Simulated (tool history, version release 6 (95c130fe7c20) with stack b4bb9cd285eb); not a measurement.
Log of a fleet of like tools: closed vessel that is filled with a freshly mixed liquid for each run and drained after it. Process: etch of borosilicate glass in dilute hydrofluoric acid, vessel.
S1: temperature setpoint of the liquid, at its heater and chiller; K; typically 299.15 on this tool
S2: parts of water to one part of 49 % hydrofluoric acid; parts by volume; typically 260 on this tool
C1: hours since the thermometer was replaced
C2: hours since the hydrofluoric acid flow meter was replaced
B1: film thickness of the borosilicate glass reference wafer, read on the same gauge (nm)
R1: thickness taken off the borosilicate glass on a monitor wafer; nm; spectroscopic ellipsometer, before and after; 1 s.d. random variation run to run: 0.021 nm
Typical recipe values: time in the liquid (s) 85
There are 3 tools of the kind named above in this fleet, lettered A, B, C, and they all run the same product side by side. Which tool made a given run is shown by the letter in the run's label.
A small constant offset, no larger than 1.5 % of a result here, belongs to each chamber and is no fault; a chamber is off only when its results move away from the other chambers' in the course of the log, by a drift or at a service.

Run 1A, hour 2.7: usual settings; C1 303.1; C2 430.9; B1 39.998. Result: R1 6.9465 nm.
Run 2B, hour 6.0: usual settings; C1 500.1; C2 138.2; B1 39.982. Result: R1 7.0145 nm.
Run 3C, hour 11.0: usual settings; C1 1483.4; C2 199.3; B1 39.998. Result: R1 7.0839 nm.
Run 4C, hour 16.2: usual settings; C1 1488.6; C2 204.5; B1 39.970. Result: R1 7.0752 nm.
Run 5B, hour 19.3: usual settings; C1 513.4; C2 151.5; B1 39.974. Result: R1 7.0397 nm.
Run 6A, hour 23.0: usual settings; C1 323.4; C2 451.2; B1 40.002. Result: R1 7.0089 nm.
Run 7B, hour 26.8: usual settings; C1 520.9; C2 159.0; B1 40.013. Result: R1 7.0037 nm.
Run 8A, hour 29.3: usual settings; C1 329.7; C2 457.5; B1 40.018. Result: R1 7.0093 nm.
Run 9C, hour 32.7: usual settings; C1 1505.1; C2 221.0; B1 40.023. Result: R1 7.0450 nm.
Run 10C, hour 36.8: usual settings; C1 1509.2; C2 225.1; B1 39.946. Result: R1 7.0471 nm.
Run 11B, hour 39.8: usual settings; C1 533.9; C2 172.0; B1 39.998. Result: R1 7.0125 nm.
Run 12A, hour 42.6: usual settings; C1 343.0; C2 470.8; B1 39.994. Result: R1 7.0502 nm.
Run 13C, hour 46.0: usual settings; C1 1518.4; C2 234.3; B1 40.000. Result: R1 7.0933 nm.
Run 14A, hour 50.1: usual settings; C1 350.5; C2 478.3; B1 40.027. Result: R1 7.0142 nm.
Run 15B, hour 52.6: usual settings; C1 546.7; C2 184.8; B1 40.002. Result: R1 7.0423 nm.
Run 16B, hour 55.9: usual settings; C1 550.0; C2 188.1; B1 40.005. Result: R1 7.0484 nm.
Run 17C, hour 59.4: usual settings; C1 1531.8; C2 247.7; B1 39.979. Result: R1 7.0758 nm.
Run 18A, hour 62.9: usual settings; C1 363.3; C2 491.1; B1 39.990. Result: R1 7.0550 nm.
Run 19C, hour 67.3: usual settings; C1 1539.7; C2 255.6; B1 39.983. Result: R1 7.0558 nm.
Run 20B, hour 70.4: usual settings but S1 295.15 K, time in the liquid (s) 115; C1 564.5; C2 202.6; B1 40.006. Result: R1 8.3111 nm.
Run 21A, hour 73.0: usual settings but S1 295.15 K, time in the liquid (s) 115; C1 373.4; C2 501.2; B1 40.000. Result: R1 8.3150 nm.
Run 22A, hour 75.7: usual settings but S1 295.15 K, time in the liquid (s) 115; C1 376.1; C2 503.9; B1 40.015. Result: R1 8.3508 nm.
Run 23B, hour 79.5: usual settings; C1 573.6; C2 211.7; B1 40.005. Result: R1 7.0395 nm.
At hour 82.0: chamber B: thermometer replaced.
Run 24C, hour 84.5: usual settings but time in the liquid (s) 45; C1 1556.9; C2 272.8; B1 39.979. Result: R1 3.7337 nm.
Run 25A, hour 89.7: usual settings but time in the liquid (s) 45; C1 390.1; C2 517.9; B1 39.991. Result: R1 3.7805 nm.
Run 26C, hour 94.5: usual settings but time in the liquid (s) 45; C1 1566.9; C2 282.8; B1 40.018. Result: R1 3.7266 nm.
Run 27B, hour 97.9: usual settings; C1 15.9; C2 230.1; B1 39.990. Result: R1 7.0437 nm.
Run 28B, hour 101.6: usual settings; C1 19.6; C2 233.8; B1 40.015. Result: R1 7.0719 nm.
Run 29A, hour 106.7: usual settings; C1 407.1; C2 534.9; B1 39.989. Result: R1 7.1662 nm.
Run 30C, hour 111.5: usual settings; C1 1583.9; C2 299.8; B1 39.983. Result: R1 7.0949 nm.
Run 31B, hour 113.8: usual settings but time in the liquid (s) 45; C1 31.8; C2 246.0; B1 40.008. Result: R1 3.7378 nm.
Run 32C, hour 117.5: usual settings but time in the liquid (s) 45; C1 1589.9; C2 305.8; B1 40.010. Result: R1 3.7451 nm.
Run 33A, hour 121.8: usual settings but time in the liquid (s) 45; C1 422.2; C2 550.0; B1 40.000. Result: R1 3.8083 nm.
Run 34B, hour 126.9: usual settings; C1 44.9; C2 259.1; B1 40.008. Result: R1 6.9867 nm.
Run 35C, hour 131.8: usual settings but S2 310 parts by volume; C1 1604.2; C2 320.1; B1 39.994. Result: R1 5.6215 nm.
Run 36A, hour 134.4: usual settings but S2 310 parts by volume; C1 434.8; C2 562.6; B1 39.982. Result: R1 5.7691 nm.

For the next run the whole fleet of 3 chambers uses the same settings. Give each chamber's results:
Run 37A, hour 138.2: usual settings. Result: R1 ?.
Run 37B, hour 138.2: usual settings. Result: R1 ?.
Run 37C, hour 138.2: usual settings. Result: R1 ?.

run      R1
37A  7.2578
37B  7.0183
37C  7.0944
